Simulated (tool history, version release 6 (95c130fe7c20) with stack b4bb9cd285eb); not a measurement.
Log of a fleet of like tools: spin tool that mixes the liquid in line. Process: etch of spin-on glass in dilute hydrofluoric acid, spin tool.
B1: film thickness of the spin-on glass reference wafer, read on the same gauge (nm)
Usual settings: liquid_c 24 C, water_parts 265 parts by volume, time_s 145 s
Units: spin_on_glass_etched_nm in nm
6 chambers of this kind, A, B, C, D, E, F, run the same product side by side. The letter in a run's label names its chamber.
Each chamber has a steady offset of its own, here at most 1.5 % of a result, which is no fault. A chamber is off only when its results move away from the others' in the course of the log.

run 1A day=0.371 | liquid_c=24 water_parts=265 time_s=145 | B1=50.011 | spin_on_glass_etched_nm=15.142
run 2B day=0.833 | liquid_c=24 water_parts=265 time_s=145 | B1=50.004 | spin_on_glass_etched_nm=15.514
run 3E day=1.292 | liquid_c=24 water_parts=265 time_s=145 | B1=50.004 | spin_on_glass_etched_nm=15.408
run 4C day=1.704 | liquid_c=24 water_parts=265 time_s=145 | B1=49.997 | spin_on_glass_etched_nm=15.181
run 5F day=2.196 | liquid_c=24 water_parts=265 time_s=145 | B1=50.009 | spin_on_glass_etched_nm=15.427
run 6D day=2.625 | liquid_c=24 water_parts=265 time_s=145 | B1=49.995 | spin_on_glass_etched_nm=15.391
run 7E day=3.2 | liquid_c=24 water_parts=265 time_s=120 | B1=50.008 | spin_on_glass_etched_nm=12.598
run 8A day=3.583 | liquid_c=24 water_parts=265 time_s=120 | B1=50.011 | spin_on_glass_etched_nm=12.57
run 9C day=3.996 | liquid_c=24 water_parts=265 time_s=120 | B1=49.992 | spin_on_glass_etched_nm=12.671
run 10B day=4.35 | liquid_c=24 water_parts=265 time_s=120 | B1=50.005 | spin_on_glass_etched_nm=12.633
run 11F day=4.771 | liquid_c=24 water_parts=265 time_s=120 | B1=49.998 | spin_on_glass_etched_nm=12.719
run 12D day=5.317 | liquid_c=24 water_parts=265 time_s=120 | B1=50 | spin_on_glass_etched_nm=12.919
run 13E day=5.8 | liquid_c=24 water_parts=265 time_s=145 | B1=49.994 | spin_on_glass_etched_nm=15.587
run 14F day=6.279 | liquid_c=24 water_parts=265 time_s=145 | B1=49.999 | spin_on_glass_etched_nm=15.425
-- day=6.633 chamber B: hydrofluoric acid flow meter replaced
run 15B day=6.683 | liquid_c=24 water_parts=265 time_s=145 | B1=50.019 | spin_on_glass_etched_nm=15.321
run 16A day=7.292 | liquid_c=24 water_parts=265 time_s=145 | B1=50.024 | spin_on_glass_etched_nm=15.445
run 17C day=7.788 | liquid_c=24 water_parts=265 time_s=145 | B1=49.99 | spin_on_glass_etched_nm=15.528
run 18D day=8.379 | liquid_c=24 water_parts=265 time_s=145 | B1=49.999 | spin_on_glass_etched_nm=15.409
run 19C day=8.754 | liquid_c=24 water_parts=265 time_s=145 | B1=49.977 | spin_on_glass_etched_nm=15.289
run 20F day=9.112 | liquid_c=24 water_parts=265 time_s=145 | B1=49.994 | spin_on_glass_etched_nm=15.416
run 21D day=9.733 | liquid_c=24 water_parts=265 time_s=145 | B1=50.001 | spin_on_glass_etched_nm=15.555
run 22E day=10.179 | liquid_c=24 water_parts=265 time_s=145 | B1=49.996 | spin_on_glass_etched_nm=15.428
run 23B day=10.762 | liquid_c=24 water_parts=265 time_s=145 | B1=50.02 | spin_on_glass_etched_nm=15.347
run 24A day=11.35 | liquid_c=24 water_parts=265 time_s=145 | B1=50.014 | spin_on_glass_etched_nm=16
run 25A day=11.754 | liquid_c=24 water_parts=265 time_s=145 | B1=49.991 | spin_on_glass_etched_nm=15.672
run 26E day=12.158 | liquid_c=24 water_parts=265 time_s=145 | B1=49.991 | spin_on_glass_etched_nm=15.358
run 27B day=12.792 | liquid_c=24 water_parts=265 time_s=145 | B1=49.996 | spin_on_glass_etched_nm=15.265
run 28D day=13.142 | liquid_c=24 water_parts=265 time_s=145 | B1=50.011 | spin_on_glass_etched_nm=15.429
-- day=13.496 chamber F: thermometer replaced
run 29C day=13.754 | liquid_c=24 water_parts=265 time_s=145 | B1=49.991 | spin_on_glass_etched_nm=15.317
run 30F day=14.062 | liquid_c=24 water_parts=265 time_s=145 | B1=50.02 | spin_on_glass_etched_nm=15.285
run 31A day=14.438 | liquid_c=24 water_parts=265 time_s=145 | B1=50.005 | spin_on_glass_etched_nm=15.945
-- day=14.733 chamber F: hydrofluoric acid flow meter replaced
run 32F day=15.062 | liquid_c=26 water_parts=220 time_s=145 | B1=49.991 | spin_on_glass_etched_nm=20.995
run 33C day=15.554 | liquid_c=26 water_parts=220 time_s=145 | B1=49.989 | spin_on_glass_etched_nm=20.813
run 34B day=16.075 | liquid_c=26 water_parts=220 time_s=145 | B1=50.014 | spin_on_glass_etched_nm=20.694
run 35D day=16.421 | liquid_c=26 water_parts=220 time_s=145 | B1=50.005 | spin_on_glass_etched_nm=20.857
run 36E day=16.721 | liquid_c=26 water_parts=220 time_s=145 | B1=50.013 | spin_on_glass_etched_nm=20.611
run 37F day=17.179 | liquid_c=26 water_parts=220 time_s=145 | B1=49.986 | spin_on_glass_etched_nm=20.846
run 38A day=17.654 | liquid_c=24 water_parts=265 time_s=145 | B1=49.983 | spin_on_glass_etched_nm=16.281
run 39D day=18.054 | liquid_c=24 water_parts=265 time_s=145 | B1=50.007 | spin_on_glass_etched_nm=15.546
run 40B day=18.496 | liquid_c=24 water_parts=170 time_s=220 | B1=49.995 | spin_on_glass_etched_nm=39.695
run 41C day=18.908 | liquid_c=24 water_parts=170 time_s=220 | B1=49.994 | spin_on_glass_etched_nm=39.804
run 42E day=19.271 | liquid_c=24 water_parts=170 time_s=220 | B1=50 | spin_on_glass_etched_nm=39.331
run 43A day=19.746 | liquid_c=24 water_parts=170 time_s=220 | B1=50.007 | spin_on_glass_etched_nm=41.932
run 44B day=20.025 | liquid_c=24 water_parts=170 time_s=220 | B1=49.999 | spin_on_glass_etched_nm=40.021

What goes on in this fleet: one chamber off, a drifting gauge, or nothing beyond the chambers' own small offsets? Name the chamber and the cause, if any.

Chamber A drifts away from the others.
Cause: liquid hotter than its thermometer reads (K) = 2.
The log may not tell that from: hydrofluoric acid flow above the setpoint (%).

Here are 4 candidates for chamber A's next run, each the usual settings with a change, their results left as question marks. Which one brings its results back in line with what the others give on the usual settings?
In line means no further than this from the other chambers' mean on the usual settings: spin_on_glass_etched_nm 0.35 nm
run 45A-1 day=20.475 | liquid_c=24 water_parts=265 time_s=160 | spin_on_glass_etched_nm=?
run 45A-2 day=20.475 | liquid_c=24 water_parts=270 time_s=140 | spin_on_glass_etched_nm=?
run 45A-3 day=20.475 | liquid_c=21 water_parts=265 time_s=145 | spin_on_glass_etched_nm=?
run 45A-4 day=20.475 | liquid_c=24 water_parts=260 time_s=150 | spin_on_glass_etched_nm=?

The other chambers' mean on the usual settings: spin_on_glass_etched_nm 15.371 nm
run=45A-1 spin_on_glass_etched_nm=18.07
run=45A-2 spin_on_glass_etched_nm=15.444
run=45A-3 spin_on_glass_etched_nm=14.715
run=45A-4 spin_on_glass_etched_nm=17.351
45A-2 brings the chamber back in line.

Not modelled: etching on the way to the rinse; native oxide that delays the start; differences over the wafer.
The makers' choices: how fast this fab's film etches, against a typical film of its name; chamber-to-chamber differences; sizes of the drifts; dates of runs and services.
